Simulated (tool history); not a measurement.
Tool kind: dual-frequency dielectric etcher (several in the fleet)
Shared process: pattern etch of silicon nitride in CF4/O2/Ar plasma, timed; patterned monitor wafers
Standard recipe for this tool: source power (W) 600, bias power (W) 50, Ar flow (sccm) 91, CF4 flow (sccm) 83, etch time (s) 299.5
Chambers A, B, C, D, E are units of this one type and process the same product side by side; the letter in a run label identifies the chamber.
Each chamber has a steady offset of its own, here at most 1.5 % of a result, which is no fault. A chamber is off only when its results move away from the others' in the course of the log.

run,day,source power (W),bias power (W),Ar flow (sccm),CF4 flow (sccm),etch time (s),"read-back reference wafer on the same gauge, depth_nm",mean etch depth across the wafer (Å)
1D,0.333,600,50,91,83,299.5,621.04,6610.3
2E,0.854,600,50,91,83,299.5,621,6645.6
3B,1.171,600,50,91,83,299.5,620.73,6552.4
# day 1.238: chamber C: bias power generator calibrated
4A,1.808,600,50,91,83,299.5,620.78,6612.5
5C,2.288,600,50,91,83,299.5,620.73,6678.7
6D,2.8,600,50,91,83,299.5,620.38,6621.3
7B,3.2,600,50,91,83,299.5,620.35,6569.3
8A,3.65,600,50,91,83,299.5,620.47,6599.5
9E,4.017,600,50,91,83,299.5,620.25,6657.9
10C,4.479,600,50,91,83,299.5,620.16,6663.2
11E,4.812,600,50,91,83,299.5,619.77,6642.8
12D,5.142,600,50,91,83,299.5,619.92,6611.1
13B,5.521,740,50,98,83,299.5,619.96,7772.3
14C,5.862,740,50,98,83,299.5,619.86,7937.2
15A,6.275,740,50,98,83,299.5,619.84,7857.8
16A,6.775,740,50,98,83,299.5,619.76,7855.3
# day 6.888: chamber E: wet clean of the chamber
17D,7.425,740,50,98,83,299.5,619.6,7880.8
18E,8.033,600,50,91,83,299.5,619.42,6632.6
19C,8.671,600,50,91,83,299.5,619.24,6661.5
20B,9.104,600,50,91,83,299.5,619.16,6542.7
21B,9.475,600,50,91,83,299.5,619.14,6547.6
# day 9.708: chamber C: wet clean of the chamber
22A,10.038,600,50,91,93,353,618.91,7907.1
23C,10.421,600,50,91,93,353,618.75,7956.3
24E,10.788,600,50,91,93,353,618.84,7928
25D,11.429,600,50,91,93,353,618.68,7878.9
# day 11.517: chamber B: source power generator calibrated
26E,12.025,600,50,91,93,353,618.73,7910.2
# day 12.396: chamber A: wet clean of the chamber
27B,12.617,600,50,91,83,299.5,618.7,6527.9
28A,13.096,690,50,91,75,299.5,618.47,7339.1
29C,13.638,690,50,91,75,299.5,618.28,7396.1
30D,14.271,690,50,91,75,299.5,618.31,7349.3
31D,14.738,690,50,91,75,299.5,618.08,7358.9
32E,15.229,690,50,91,75,299.5,617.73,7387
# day 15.617: chamber A: bias power generator calibrated
33C,15.862,600,50,91,83,299.5,617.82,6632.3
34B,16.404,600,50,91,83,299.5,617.52,6543.1
35A,16.854,600,50,91,83,299.5,617.64,6587.9

One chamber off, gauge drift, or nothing amiss beyond the chambers' own small offsets? If it is a chamber, which one, and what is the likeliest cause?

None of the chambers is off. What moves is the gauge, dragging all their readings along together.
Cause: gauge reads low (%) = 0.551.
